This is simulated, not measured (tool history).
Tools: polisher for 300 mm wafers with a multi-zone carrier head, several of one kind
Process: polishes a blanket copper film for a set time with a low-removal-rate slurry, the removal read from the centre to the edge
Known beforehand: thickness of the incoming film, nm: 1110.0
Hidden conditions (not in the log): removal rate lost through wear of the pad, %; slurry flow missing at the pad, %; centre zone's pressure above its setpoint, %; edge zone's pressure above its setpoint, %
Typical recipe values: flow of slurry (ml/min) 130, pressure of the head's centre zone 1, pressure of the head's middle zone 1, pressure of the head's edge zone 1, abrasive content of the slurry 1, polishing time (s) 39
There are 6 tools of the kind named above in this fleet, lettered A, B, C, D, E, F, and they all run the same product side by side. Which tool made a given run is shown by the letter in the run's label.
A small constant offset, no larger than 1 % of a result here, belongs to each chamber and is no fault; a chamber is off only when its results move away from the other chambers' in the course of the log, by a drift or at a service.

run,day,flow of slurry (ml/min),pressure of the head's centre zone,pressure of the head's middle zone,pressure of the head's edge zone,abrasive content of the slurry,polishing time (s),wafers polished on this pad,hours since the slurry nozzle was cleaned,hours since the centre zone pressure was calibrated,hours since the edge zone pressure was calibrated,film removed at the wafer's centre (angstrom),film removed at mid-radius (angstrom),film removed at the wafer's edge (angstrom)
1C,0.142,130,1,1,1,1,39,622,109.4,449.5,224.5,761.78,769.16,769.59
2E,0.312,130,1,1,1,1,39,233,140.9,707.8,1095.5,770.28,795.91,784.15
3D,0.483,130,1,1,1,1,39,809,141.2,321.9,338.3,770.91,772.66,765.36
# day 0.492: chamber D: worn pad replaced by a new one
# day 0.617: chamber B: slurry nozzle cleaned
4F,0.667,130,1,1,1,1,39,263,170,1009.1,344.3,781.38,770.79,768.14
5A,0.825,130,1,1,1,1,39,137,63.3,781.2,1124.8,772.92,789.06,775.78
6B,1.004,130,0.92,1,1,1,39,817,9.4,522.7,146.2,707.2,770.84,774.72
7C,1.15,130,0.92,1,1,1,39,772,133.6,473.7,248.7,689.01,750.08,771.9
8E,1.267,130,0.92,1,1,1,39,375,163.8,730.7,1118.4,694.93,779.68,780.47
9F,1.367,130,0.92,1,1,1,39,368,186.8,1025.9,361.1,715,771.13,791.33
# day 1.408: chamber D: centre zone pressure recalibrated
10B,1.496,130,0.92,1,1,1,39,890,21.2,534.5,158,699.1,785.99,772.12
11D,1.625,130,0.92,1,1,1,39,169,168.6,5.3,365.7,701.17,773.85,763.72
12A,1.738,130,1,1,1,1,39,273,85.2,803.1,1146.7,771.1,770.16,775.48
13D,1.883,130,1,1,1,1,39,207,174.8,11.5,371.9,770.53,773.79,771.3
14C,2,130,1,1,1,1,39,899,154,494.1,269.1,759.14,788.83,760.92
15F,2.079,130,1,1,1,1,39,474,203.9,1043,378.2,773.61,773.59,773.13
16B,2.2,130,1,1,1,1,39,995,38.1,551.4,174.9,778.88,762.63,770.78
# day 2.267: chamber A: centre zone pressure recalibrated
17E,2.342,130,1,1,1,1,39,536,189.6,756.5,1144.2,772.62,760.26,776.9
18A,2.529,130,1,1,1,1,39,391,104.2,6.4,1165.7,770.08,774.36,769.86
19C,2.617,130,1,1,1,1,39,991,168.8,508.9,283.9,749.81,745.27,756.4
# day 2.704: chamber E: centre zone pressure recalibrated
20B,2.712,130,1,1,1.1,1,39,1071,50.4,563.7,187.2,771.36,771.18,808.26
# day 2.812: chamber E: worn pad replaced by a new one
21D,2.825,130,1,1,1.1,1,39,348,197.4,34.1,394.5,774.01,797.21,823.83
22F,2.925,130,1,1,1.1,1,39,600,224.2,1063.3,398.5,790.69,784.22,803.77
23E,3.075,130,1,1,1.1,1,39,39,207.2,8.9,1161.8,770.7,762.93,819.41
24A,3.25,130,1,1,1.1,1,39,498,121.5,23.7,1183,770.73,773.37,813.88
25E,3.425,130,1,1,1.1,1,39,91,215.6,17.3,1170.2,779.1,790.41,812.91
26C,3.521,130,1,1,1,1,39,1126,190.5,530.6,305.6,733.66,741.32,745.55
27A,3.608,130,1,1,0.92,1.3,39,552,130.1,32.3,1191.6,806,821.89,781.47
28B,3.792,130,1,1,0.92,1.3,39,1232,76.3,589.6,213.1,818.05,830.21,777.69
# day 3.804: chamber F: slurry nozzle cleaned
29D,3.979,130,1,1,0.92,1.3,39,520,225.1,61.8,422.2,820.39,803.14,780.54
30F,4.121,130,1,1,0.92,1.3,39,778,7.6,1092,427.2,834.19,800.99,782.53
31D,4.225,130,1,1,0.92,1.3,39,557,231,67.7,428.1,815.35,804.4,775.12
32A,4.342,130,1,1,0.92,1.3,39,661,147.7,49.9,1209.2,815.75,828.44,774.2
33B,4.504,130,1,1,1,1,39,1338,93.4,606.7,230.2,768.8,766.58,764.73
34F,4.688,130,1,1,1,1,39,863,21.2,1105.6,440.8,784.47,787.98,783.26
35C,4.812,160,1,0.96,1,1,39,1318,221.5,561.6,336.6,759.41,737.12,768.6
36E,4.983,160,1,0.96,1,1,39,324,253,54.7,1207.6,810.91,758.8,800.93
37F,5.167,160,1,0.96,1,1,39,934,32.7,1117.1,452.3,807.7,787.32,794.78

All chambers now run identical settings, listed one chamber a line with results as question marks. What results will each chamber show?
38A,5.304,130,1.04,1,1,1,39,,,,,?,?,?
38B,5.304,130,1.04,1,1,1,39,,,,,?,?,?
38C,5.304,130,1.04,1,1,1,39,,,,,?,?,?
38D,5.304,130,1.04,1,1,1,39,,,,,?,?,?
38E,5.304,130,1.04,1,1,1,39,,,,,?,?,?
38F,5.304,130,1.04,1,1,1,39,,,,,?,?,?

run,film removed at the wafer's centre (angstrom),film removed at mid-radius (angstrom),film removed at the wafer's edge (angstrom)
38A,801.44,762.82,774.38
38B,805.94,772.6,769.08
38C,744.68,715,730.52
38D,803.81,776.48,764.8
38E,805.11,769.95,770.33
38F,812.22,772.14,779.61
